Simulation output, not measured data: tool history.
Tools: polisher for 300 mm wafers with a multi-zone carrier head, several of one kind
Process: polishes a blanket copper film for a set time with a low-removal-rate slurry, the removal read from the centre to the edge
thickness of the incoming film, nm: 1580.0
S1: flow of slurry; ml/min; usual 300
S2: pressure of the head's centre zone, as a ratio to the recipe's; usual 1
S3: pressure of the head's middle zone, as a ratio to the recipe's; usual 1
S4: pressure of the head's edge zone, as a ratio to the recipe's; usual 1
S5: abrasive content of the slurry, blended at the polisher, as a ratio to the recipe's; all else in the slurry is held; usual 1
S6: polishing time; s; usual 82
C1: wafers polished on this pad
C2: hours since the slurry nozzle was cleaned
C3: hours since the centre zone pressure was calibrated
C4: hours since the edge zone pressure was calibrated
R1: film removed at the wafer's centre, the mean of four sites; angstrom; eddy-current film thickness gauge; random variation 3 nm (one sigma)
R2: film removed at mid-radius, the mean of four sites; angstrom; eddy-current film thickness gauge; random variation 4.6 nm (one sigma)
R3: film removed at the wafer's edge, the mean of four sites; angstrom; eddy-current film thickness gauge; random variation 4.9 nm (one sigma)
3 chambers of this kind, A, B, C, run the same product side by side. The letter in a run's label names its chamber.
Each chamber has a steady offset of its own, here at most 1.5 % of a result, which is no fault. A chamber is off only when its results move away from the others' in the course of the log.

{"run": "1A", "hour": 7.6, "S1": 300, "S2": 1, "S3": 1, "S4": 1, "S5": 1, "S6": 82, "C1": 75, "C2": 476.7, "C3": 185.7, "C4": 237.4, "R1": 4235, "R2": 4189.8, "R3": 4186.5}
{"hour": 9.2, "done": "chamber C: worn pad replaced by a new one"}
{"hour": 10.4, "done": "chamber B: worn pad replaced by a new one"}
{"run": "2C", "hour": 17.3, "S1": 300, "S2": 1, "S3": 1, "S4": 1, "S5": 1, "S6": 82, "C1": 73, "C2": 454, "C3": 597.5, "C4": 550, "R1": 4185.7, "R2": 4220, "R3": 4135.7}
{"run": "3B", "hour": 26.9, "S1": 300, "S2": 1, "S3": 1, "S4": 1, "S5": 1, "S6": 82, "C1": 148, "C2": 679.7, "C3": 517.7, "C4": 1208.9, "R1": 4192.2, "R2": 4199.5, "R3": 4231.8}
{"hour": 36.0, "done": "chamber B: centre zone pressure recalibrated"}
{"run": "4A", "hour": 37.0, "S1": 300, "S2": 1, "S3": 1, "S4": 1, "S5": 1, "S6": 82, "C1": 340, "C2": 506.1, "C3": 215.1, "C4": 266.8, "R1": 4203.1, "R2": 4233.8, "R3": 4209.4}
{"run": "5C", "hour": 48.2, "S1": 300, "S2": 1, "S3": 1, "S4": 1, "S5": 1, "S6": 82, "C1": 351, "C2": 484.9, "C3": 628.4, "C4": 580.9, "R1": 4197.5, "R2": 4283, "R3": 4269.1}
{"run": "6B", "hour": 53.9, "S1": 300, "S2": 1, "S3": 1, "S4": 1, "S5": 1, "S6": 82, "C1": 391, "C2": 706.7, "C3": 18, "C4": 1235.9, "R1": 4204.6, "R2": 4275.9, "R3": 4278.2}
{"run": "7A", "hour": 61.6, "S1": 300, "S2": 1, "S3": 1, "S4": 1, "S5": 1, "S6": 82, "C1": 562, "C2": 530.7, "C3": 239.7, "C4": 291.4, "R1": 4159, "R2": 4233.2, "R3": 4200.7}
{"run": "8C", "hour": 69.3, "S1": 300, "S2": 1, "S3": 1, "S4": 1, "S5": 1.25, "S6": 82, "C1": 541, "C2": 506, "C3": 649.5, "C4": 602, "R1": 4376.5, "R2": 4437, "R3": 4422.4}
{"hour": 70.0, "done": "chamber B: worn pad replaced by a new one"}
{"hour": 71.0, "done": "chamber C: edge zone pressure recalibrated"}
{"hour": 73.7, "done": "chamber A: slurry nozzle cleaned"}
{"run": "9B", "hour": 76.4, "S1": 300, "S2": 1, "S3": 1, "S4": 1, "S5": 1.25, "S6": 82, "C1": 58, "C2": 729.2, "C3": 40.5, "C4": 1258.4, "R1": 4408.4, "R2": 4434.1, "R3": 4485.6}
{"run": "10C", "hour": 83.0, "S1": 300, "S2": 1, "S3": 1, "S4": 1, "S5": 1.25, "S6": 82, "C1": 665, "C2": 519.7, "C3": 663.2, "C4": 12, "R1": 4275.4, "R2": 4423.5, "R3": 4412.8}
{"run": "11A", "hour": 91.7, "S1": 300, "S2": 1, "S3": 1, "S4": 1, "S5": 1, "S6": 82, "C1": 833, "C2": 18.1, "C3": 269.8, "C4": 321.5, "R1": 4243.1, "R2": 4323.1, "R3": 4212}
{"hour": 94.0, "done": "chamber A: worn pad replaced by a new one"}
{"hour": 100.3, "done": "chamber B: slurry nozzle cleaned"}
{"run": "12B", "hour": 101.0, "S1": 300, "S2": 1, "S3": 1, "S4": 1, "S5": 1, "S6": 82, "C1": 279, "C2": 0.7, "C3": 65.1, "C4": 1283, "R1": 4117.6, "R2": 4268, "R3": 4193.7}
{"run": "13B", "hour": 111.9, "S1": 300, "S2": 1, "S3": 1, "S4": 1, "S5": 1, "S6": 82, "C1": 378, "C2": 11.6, "C3": 76, "C4": 1293.9, "R1": 4157, "R2": 4202.3, "R3": 4313}
{"run": "14C", "hour": 120.5, "S1": 300, "S2": 1, "S3": 1, "S4": 1, "S5": 1, "S6": 82, "C1": 1002, "C2": 557.2, "C3": 700.7, "C4": 49.5, "R1": 4098.5, "R2": 4156.9, "R3": 4048.1}
{"run": "15A", "hour": 126.7, "S1": 300, "S2": 1, "S3": 1, "S4": 1, "S5": 1, "S6": 82, "C1": 294, "C2": 53.1, "C3": 304.8, "C4": 356.5, "R1": 4264.4, "R2": 4132.2, "R3": 4140.3}
{"run": "16A", "hour": 132.9, "S1": 300, "S2": 1, "S3": 1, "S4": 1, "S5": 1, "S6": 82, "C1": 350, "C2": 59.3, "C3": 311, "C4": 362.7, "R1": 4187.7, "R2": 4211, "R3": 4174}
{"run": "17B", "hour": 140.1, "S1": 300, "S2": 1, "S3": 1, "S4": 1, "S5": 1, "S6": 82, "C1": 632, "C2": 39.8, "C3": 104.2, "C4": 1322.1, "R1": 4156.9, "R2": 4327.9, "R3": 4234.1}
{"hour": 142.8, "done": "chamber B: worn pad replaced by a new one"}
{"run": "18C", "hour": 147.8, "S1": 300, "S2": 1, "S3": 1, "S4": 1, "S5": 1, "S6": 82, "C1": 1248, "C2": 584.5, "C3": 728, "C4": 76.8, "R1": 4062.7, "R2": 4110.2, "R3": 4130.8}
{"hour": 154.2, "done": "chamber C: worn pad replaced by a new one"}
{"run": "19B", "hour": 155.4, "S1": 300, "S2": 1, "S3": 1, "S4": 1, "S5": 1, "S6": 82, "C1": 113, "C2": 55.1, "C3": 119.5, "C4": 1337.4, "R1": 4231.9, "R2": 4264.2, "R3": 4269.5}
{"run": "20A", "hour": 162.8, "S1": 300, "S2": 1, "S3": 1, "S4": 1, "S5": 1, "S6": 82, "C1": 620, "C2": 89.2, "C3": 340.9, "C4": 392.6, "R1": 4190.2, "R2": 4238.4, "R3": 4213.1}
{"run": "21C", "hour": 170.1, "S1": 300, "S2": 1, "S3": 1, "S4": 1, "S5": 1, "S6": 82, "C1": 143, "C2": 606.8, "C3": 750.3, "C4": 99.1, "R1": 4022.3, "R2": 4048.5, "R3": 4085.6}
{"run": "22A", "hour": 177.2, "S1": 300, "S2": 1, "S3": 1, "S4": 1, "S5": 1, "S6": 82, "C1": 749, "C2": 103.6, "C3": 355.3, "C4": 407, "R1": 4210.7, "R2": 4172.2, "R3": 4181.8}
{"run": "23C", "hour": 186.3, "S1": 300, "S2": 1, "S3": 1, "S4": 1, "S5": 1, "S6": 82, "C1": 289, "C2": 623, "C3": 766.5, "C4": 115.3, "R1": 3948.2, "R2": 4034.3, "R3": 4097.9}
{"run": "24B", "hour": 194.0, "S1": 300, "S2": 0.93, "S3": 1, "S4": 1.08, "S5": 1, "S6": 82, "C1": 461, "C2": 93.7, "C3": 158.1, "C4": 1376, "R1": 3889.4, "R2": 4279.8, "R3": 4453.3}
{"run": "25C", "hour": 205.0, "S1": 300, "S2": 0.93, "S3": 1, "S4": 1.08, "S5": 1, "S6": 82, "C1": 457, "C2": 641.7, "C3": 785.2, "C4": 134, "R1": 3593.6, "R2": 3942.6, "R3": 4203.2}

Next, every chamber runs the same settings. What will each give?
{"run": "26A", "hour": 213.0, "S1": 300, "S2": 1, "S3": 1, "S4": 1, "S5": 1, "S6": 82, "R1": "?", "R2": "?", "R3": "?"}
{"run": "26B", "hour": 213.0, "S1": 300, "S2": 1, "S3": 1, "S4": 1, "S5": 1, "S6": 82, "R1": "?", "R2": "?", "R3": "?"}
{"run": "26C", "hour": 213.0, "S1": 300, "S2": 1, "S3": 1, "S4": 1, "S5": 1, "S6": 82, "R1": "?", "R2": "?", "R3": "?"}

run=26A R1=4203.1 R2=4151.2 R3=4184.2
run=26B R1=4123.7 R2=4243.7 R3=4302.9
run=26C R1=3864.9 R2=3910.4 R3=3956.8

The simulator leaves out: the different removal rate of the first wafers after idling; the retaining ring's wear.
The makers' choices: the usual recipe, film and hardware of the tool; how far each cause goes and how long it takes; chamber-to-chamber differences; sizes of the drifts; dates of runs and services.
